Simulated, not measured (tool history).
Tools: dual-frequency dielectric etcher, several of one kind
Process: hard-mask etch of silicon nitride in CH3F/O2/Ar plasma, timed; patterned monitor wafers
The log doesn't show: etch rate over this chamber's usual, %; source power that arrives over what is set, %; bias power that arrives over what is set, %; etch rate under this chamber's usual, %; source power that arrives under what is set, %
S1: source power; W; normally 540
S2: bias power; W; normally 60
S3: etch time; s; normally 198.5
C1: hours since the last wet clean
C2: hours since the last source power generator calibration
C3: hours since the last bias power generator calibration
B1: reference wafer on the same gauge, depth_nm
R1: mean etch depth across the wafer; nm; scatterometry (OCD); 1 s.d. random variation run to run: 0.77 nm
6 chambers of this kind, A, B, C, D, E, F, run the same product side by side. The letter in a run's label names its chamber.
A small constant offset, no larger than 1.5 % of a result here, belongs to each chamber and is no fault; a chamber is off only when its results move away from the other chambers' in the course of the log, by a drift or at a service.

| run | hour | S1 | S2 | S3 | C1 | C2 | C3 | B1 | R1 |
|---|---|---|---|---|---|---|---|---|---|
| 1F | 9 | 540 | 60 | 198.5 | 252.3 | 566.3 | 1203.6 | 129.03 | 145.88 |
|  | 15.6 | chamber E: wet clean of the chamber |
| 2A | 20.8 | 540 | 60 | 198.5 | 333.2 | 173.7 | 1853.5 | 128.9 | 149.09 |
| 3E | 31.5 | 540 | 60 | 198.5 | 15.9 | 1359.7 | 3947.3 | 128.94 | 146.72 |
| 4B | 38.9 | 540 | 60 | 198.5 | 131.6 | 280.9 | 1400.1 | 129.03 | 146.54 |
| 5D | 49.3 | 540 | 60 | 198.5 | 225.6 | 1383.7 | 1846.5 | 129.01 | 145.91 |
| 6C | 58.7 | 540 | 60 | 198.5 | 294 | 2568.4 | 1251.3 | 128.97 | 146.95 |
| 7C | 68.1 | 540 | 60 | 198.5 | 303.4 | 2577.8 | 1260.7 | 128.88 | 147.23 |
| 8A | 79.9 | 540 | 60 | 198.5 | 392.3 | 232.8 | 1912.6 | 128.91 | 146.96 |
|  | 85.6 | chamber A: wet clean of the chamber |
| 9D | 89.8 | 540 | 60 | 198.5 | 266.1 | 1424.2 | 1887 | 129.04 | 146.74 |
| 10E | 95.5 | 540 | 60 | 198.5 | 79.9 | 1423.7 | 4011.3 | 128.9 | 147 |
|  | 98.6 | chamber E: bias power generator calibrated |
| 11B | 101.7 | 460 | 60 | 148 | 194.4 | 343.7 | 1462.9 | 129.06 | 101.53 |
| 12F | 111.2 | 460 | 60 | 148 | 354.5 | 668.5 | 1305.8 | 128.97 | 103.76 |
| 13C | 121.2 | 460 | 60 | 148 | 356.5 | 2630.9 | 1313.8 | 129.13 | 101.68 |
| 14D | 128 | 460 | 60 | 148 | 304.3 | 1462.4 | 1925.2 | 129 | 102.41 |
| 15A | 139.3 | 460 | 60 | 148 | 53.7 | 292.2 | 1972 | 128.91 | 103.7 |
| 16F | 149.1 | 460 | 60 | 148 | 392.4 | 706.4 | 1343.7 | 129.02 | 102.3 |
| 17B | 157 | 540 | 60 | 198.5 | 249.7 | 399 | 1518.2 | 128.95 | 145.07 |
| 18E | 163.5 | 540 | 60 | 198.5 | 147.9 | 1491.7 | 65 | 129.05 | 145.97 |
| 19F | 168.8 | 540 | 60 | 198.5 | 412.1 | 726.1 | 1363.4 | 128.83 | 145.27 |
| 20A | 176.4 | 540 | 60 | 198.5 | 90.8 | 329.3 | 2009.1 | 128.86 | 148.49 |
| 21B | 187 | 540 | 60 | 198.5 | 279.7 | 429 | 1548.2 | 129.04 | 143.92 |
| 22C | 196.4 | 540 | 60 | 198.5 | 431.7 | 2706.1 | 1389 | 128.92 | 146.92 |
| 23D | 206.8 | 540 | 60 | 198.5 | 383.1 | 1541.2 | 2004 | 129.11 | 146.03 |
| 24E | 212.6 | 540 | 60 | 198.5 | 197 | 1540.8 | 114.1 | 129.14 | 145.33 |
| 25C | 218.3 | 540 | 60 | 198.5 | 453.6 | 2728 | 1410.9 | 128.89 | 146.64 |
|  | 220.1 | chamber C: wet clean of the chamber |
| 26F | 226 | 540 | 60 | 198.5 | 469.3 | 783.3 | 1420.6 | 129.04 | 147.57 |
| 27B | 237.7 | 540 | 60 | 198.5 | 330.4 | 479.7 | 1598.9 | 128.96 | 143.86 |
| 28D | 243.1 | 540 | 60 | 198.5 | 419.4 | 1577.5 | 2040.3 | 129.09 | 146.37 |
| 29E | 249.4 | 540 | 60 | 198.5 | 233.8 | 1577.6 | 150.9 | 128.98 | 146.21 |
| 30A | 259.9 | 540 | 60 | 198.5 | 174.3 | 412.8 | 2092.6 | 129.14 | 148.71 |
|  | 265.1 | chamber D: wet clean of the chamber |
| 31C | 268 | 540 | 60 | 198.5 | 48 | 2777.7 | 1460.6 | 129.01 | 146.59 |
|  | 270.3 | chamber B: bias power generator calibrated |
| 32B | 274.5 | 540 | 60 | 198.5 | 367.2 | 516.5 | 4.3 | 128.91 | 143.35 |
| 33E | 281.8 | 540 | 60 | 198.5 | 266.2 | 1610 | 183.3 | 129 | 145.22 |
| 34A | 293.5 | 540 | 60 | 198.5 | 207.9 | 446.4 | 2126.2 | 128.79 | 149.58 |
| 35D | 302.7 | 540 | 60 | 198.5 | 37.7 | 1637.1 | 2099.9 | 129.02 | 145.15 |
| 36F | 308.7 | 540 | 60 | 198.5 | 552 | 866 | 1503.3 | 129.06 | 145.58 |
| 37A | 320.2 | 620 | 60 | 198.5 | 234.6 | 473.1 | 2152.9 | 128.87 | 157.15 |
| 38D | 329.3 | 620 | 60 | 198.5 | 64.3 | 1663.7 | 2126.5 | 128.96 | 153.79 |
| 39F | 338.3 | 620 | 60 | 198.5 | 581.6 | 895.6 | 1532.9 | 129.13 | 156.12 |
| 40E | 348 | 620 | 60 | 198.5 | 332.4 | 1676.2 | 249.5 | 128.97 | 153.85 |
| 41C | 356.3 | 620 | 60 | 198.5 | 136.3 | 2866 | 1548.9 | 129.21 | 155.8 |
| 42B | 362.9 | 620 | 60 | 198.5 | 455.6 | 604.9 | 92.7 | 128.97 | 149.55 |
| 43C | 371 | 540 | 60 | 198.5 | 151 | 2880.7 | 1563.6 | 128.93 | 146.36 |

Which is it: a chamber that has drifted or been left off by a service, a gauge drift common to all chambers, or only each chamber's usual small offset? If a chamber is off, name it and its likeliest cause.

Chamber B drifts away from the others.
What lies behind it: etch rate under this chamber's usual, % = 3.23.

Here are 4 candidates for chamber B's next run, each the usual settings with a change, their results left as question marks. Which one brings its results back in line with what the others give on the usual settings?
In line means no further than this from the other chambers' mean on the usual settings: R1 2.7 nm
| 44B-1 | 379.7 | 540 | 60 | 192.5 |  |  |  |  | ? |
| 44B-2 | 379.7 | 540 | 61 | 211 |  |  |  |  | ? |
| 44B-3 | 379.7 | 530 | 59 | 187 |  |  |  |  | ? |
| 44B-4 | 379.7 | 540 | 60 | 204.5 |  |  |  |  | ? |

Mean of the other chambers on the usual settings: R1 146.71 nm
| run | R1 |
|---|---|
| 44B-1 | 137.68 |
| 44B-2 | 151.71 |
| 44B-3 | 132.08 |
| 44B-4 | 146.26 |
44B-4 puts the chamber back in line with the other chambers.
